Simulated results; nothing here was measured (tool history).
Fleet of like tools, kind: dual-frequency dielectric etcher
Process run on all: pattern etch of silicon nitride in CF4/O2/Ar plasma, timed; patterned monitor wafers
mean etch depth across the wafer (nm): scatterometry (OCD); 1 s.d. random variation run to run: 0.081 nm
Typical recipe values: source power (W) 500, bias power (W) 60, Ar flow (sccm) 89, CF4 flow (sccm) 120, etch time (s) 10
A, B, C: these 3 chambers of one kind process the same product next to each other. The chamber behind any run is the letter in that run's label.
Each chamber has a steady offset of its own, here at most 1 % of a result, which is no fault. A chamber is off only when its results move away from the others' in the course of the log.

run,hour,source power (W),bias power (W),Ar flow (sccm),CF4 flow (sccm),etch time (s),"read-back reference wafer on the same gauge, depth_nm",mean etch depth across the wafer (nm)
# hour 7.4: chamber B: source power generator calibrated
1A,7.4,500,60,89,120,10,16.991,21.153
2C,16.1,500,60,89,120,10,16.983,20.933
3B,23.5,500,60,89,120,10,17,21.23
4A,28.6,500,60,89,120,10,16.992,21.101
5B,35.3,500,60,89,120,10,17.01,21.273
6C,40.7,500,60,89,120,10,16.996,20.978
7C,50.8,500,60,89,120,10,17,21.017
8B,60.8,500,60,89,120,10,17.002,21.005
9A,66.7,500,60,89,120,10,17.022,21.074
10C,71.7,500,60,89,120,12,16.999,25.12
11A,81.8,500,60,89,120,12,16.994,25.314
12B,91.3,500,60,89,120,12,16.995,25.386
13B,97.3,500,60,89,104,10,16.998,20.962
14A,104.5,500,60,89,104,10,16.997,20.712
15C,110.4,500,60,89,104,10,16.982,20.685
16C,119.8,580,60,89,95,10,17.012,23.302
17A,129.4,580,60,89,95,10,17.004,23.533
18B,136,580,60,89,95,10,17.002,23.416
19A,145.5,500,60,89,120,10,17.007,21.155
20C,153.2,500,60,89,120,10,16.999,20.949
# hour 154.7: chamber A: wet clean of the chamber
21B,158.6,500,60,89,120,10,16.994,21.226
22C,164.4,500,60,89,120,11.5,17.006,24.337
23A,173.3,500,60,89,120,11.5,16.996,24.209
24B,178.5,500,60,89,120,11.5,16.987,24.259
25A,185,500,60,102,120,10,16.994,20.69
26B,192.8,500,60,102,120,10,17.01,20.833
27C,200.9,500,60,102,120,10,17.014,20.858

Is one chamber out of step, is the gauge drifting, or do the chambers differ by no more than their own small offsets? For an off chamber, give its letter and the likeliest cause.

Neither any chamber nor the gauge drifts; the chambers differ only by their own small, steady offsets.
